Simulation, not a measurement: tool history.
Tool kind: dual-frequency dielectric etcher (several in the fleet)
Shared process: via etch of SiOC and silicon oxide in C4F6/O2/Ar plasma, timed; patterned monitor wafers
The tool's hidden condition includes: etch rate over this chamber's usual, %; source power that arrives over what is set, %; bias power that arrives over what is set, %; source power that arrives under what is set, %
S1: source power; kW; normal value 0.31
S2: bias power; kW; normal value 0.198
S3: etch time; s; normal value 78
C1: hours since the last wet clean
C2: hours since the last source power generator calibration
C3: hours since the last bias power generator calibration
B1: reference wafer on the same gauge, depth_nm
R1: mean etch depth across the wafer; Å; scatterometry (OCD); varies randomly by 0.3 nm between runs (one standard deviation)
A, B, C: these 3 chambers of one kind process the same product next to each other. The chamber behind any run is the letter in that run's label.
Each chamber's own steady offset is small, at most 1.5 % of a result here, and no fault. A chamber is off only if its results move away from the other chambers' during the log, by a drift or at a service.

Run 1A, day 0.271: usual settings; C1 272.6; C2 2370.7; C3 3451.2; B1 88.505. Result: R1 838.04 Å.
Run 2B, day 0.596: usual settings; C1 325; C2 2201.5; C3 2235.6; B1 88.583. Result: R1 810.96 Å.
Run 3C, day 0.925: usual settings; C1 232.6; C2 198.5; C3 445.9; B1 88.58. Result: R1 826.78 Å.
At day 1.258: chamber A: bias power generator calibrated.
Run 4A, day 1.262: usual settings; C1 296.4; C2 2394.5; C3 0.1; B1 88.466. Result: R1 835.12 Å.
Run 5B, day 1.5: usual settings; C1 346.7; C2 2223.2; C3 2257.3; B1 88.47. Result: R1 807.13 Å.
Run 6C, day 1.675: usual settings; C1 250.6; C2 216.5; C3 463.9; B1 88.521. Result: R1 821.47 Å.
Run 7B, day 1.912: usual settings; C1 356.6; C2 2233.1; C3 2267.2; B1 88.485. Result: R1 814.25 Å.
At day 2.1: chamber B: wet clean of the chamber.
Run 8A, day 2.208: usual settings but S1 0.24 kW, S2 0.173 kW; C1 319.1; C2 2417.2; C3 22.8; B1 88.533. Result: R1 723.14 Å.
Run 9C, day 2.5: usual settings but S1 0.24 kW, S2 0.173 kW; C1 270.4; C2 236.3; C3 483.7; B1 88.523. Result: R1 709.28 Å.
Run 10A, day 2.758: usual settings but S1 0.24 kW, S2 0.173 kW; C1 332.3; C2 2430.4; C3 36; B1 88.497. Result: R1 720.86 Å.
Run 11C, day 2.933: usual settings; C1 280.8; C2 246.7; C3 494.1; B1 88.457. Result: R1 821.4 Å.
Run 12B, day 3.233: usual settings; C1 27.3; C2 2264.8; C3 2298.9; B1 88.513. Result: R1 808.71 Å.
Run 13C, day 3.55: usual settings; C1 295.6; C2 261.5; C3 508.9; B1 88.453. Result: R1 825.52 Å.
Run 14A, day 3.875: usual settings; C1 359.1; C2 2457.2; C3 62.8; B1 88.493. Result: R1 831.8 Å.
Run 15B, day 4.183: usual settings; C1 50.1; C2 2287.6; C3 2321.7; B1 88.388. Result: R1 812.08 Å.
Run 16A, day 4.5: usual settings; C1 374.1; C2 2472.2; C3 77.8; B1 88.539. Result: R1 832.16 Å.
Run 17C, day 4.733: usual settings; C1 324; C2 289.9; C3 537.3; B1 88.464. Result: R1 823.41 Å.
Run 18B, day 5.004: usual settings; C1 69.8; C2 2307.3; C3 2341.4; B1 88.54. Result: R1 812.48 Å.
Run 19B, day 5.321: usual settings; C1 77.4; C2 2314.9; C3 2349; B1 88.518. Result: R1 808.58 Å.
Run 20C, day 5.654: usual settings; C1 346.1; C2 312; C3 559.4; B1 88.507. Result: R1 822.55 Å.
Run 21A, day 5.9: usual settings; C1 407.7; C2 2505.8; C3 111.4; B1 88.48. Result: R1 832.82 Å.
Run 22C, day 6.188: usual settings; C1 358.9; C2 324.8; C3 572.2; B1 88.503. Result: R1 818.94 Å.
Run 23B, day 6.404: usual settings; C1 103.4; C2 2340.9; C3 2375; B1 88.588. Result: R1 812.46 Å.
Run 24A, day 6.654: usual settings; C1 425.8; C2 2523.9; C3 129.5; B1 88.38. Result: R1 830.89 Å.
Run 25B, day 6.888: usual settings but S3 71 s; C1 115; C2 2352.5; C3 2386.6; B1 88.481. Result: R1 740.28 Å.
Run 26C, day 7.1: usual settings but S3 71 s; C1 380.8; C2 346.7; C3 594.1; B1 88.481. Result: R1 748.94 Å.
At day 7.104: chamber A: wet clean of the chamber.
Run 27A, day 7.288: usual settings but S3 71 s; C1 4.5; C2 2539.1; C3 144.7; B1 88.49. Result: R1 757.19 Å.
Run 28B, day 7.462: usual settings; C1 128.8; C2 2366.3; C3 2400.4; B1 88.56. Result: R1 807.91 Å.
At day 7.608: chamber B: source power generator calibrated.
Run 29A, day 7.725: usual settings; C1 15; C2 2549.6; C3 155.2; B1 88.524. Result: R1 832.78 Å.
Run 30C, day 7.9: usual settings but S1 0.36 kW, S3 68.5 s; C1 400; C2 365.9; C3 613.3; B1 88.524. Result: R1 765.59 Å.
Run 31B, day 8.221: usual settings but S1 0.36 kW, S3 68.5 s; C1 147; C2 14.7; C3 2418.6; B1 88.509. Result: R1 760.49 Å.
Run 32C, day 8.496: usual settings but S1 0.36 kW, S3 68.5 s; C1 414.3; C2 380.2; C3 627.6; B1 88.562. Result: R1 765.08 Å.
Run 33A, day 8.667: usual settings; C1 37.6; C2 2572.2; C3 177.8; B1 88.521. Result: R1 832.11 Å.
Run 34C, day 8.842: usual settings; C1 422.6; C2 388.5; C3 635.9; B1 88.518. Result: R1 817.67 Å.
Run 35A, day 9.05: usual settings; C1 46.8; C2 2581.4; C3 187; B1 88.483. Result: R1 833.64 Å.
Run 36B, day 9.354: usual settings; C1 174.2; C2 41.9; C3 2445.8; B1 88.424. Result: R1 814.13 Å.
Run 37B, day 9.608: usual settings; C1 180.3; C2 48; C3 2451.9; B1 88.493. Result: R1 818.79 Å.
Run 38A, day 9.929: usual settings; C1 67.9; C2 2602.5; C3 208.1; B1 88.526. Result: R1 828.52 Å.

For the next run the whole fleet of 3 chambers uses the same settings. Give each chamber's results:
Run 39A, day 10.171: usual settings but S3 65 s. Result: R1 ?.
Run 39B, day 10.171: usual settings but S3 65 s. Result: R1 ?.
Run 39C, day 10.171: usual settings but S3 65 s. Result: R1 ?.

run      R1
39A  691.38
39B  679.36
39C  685.21
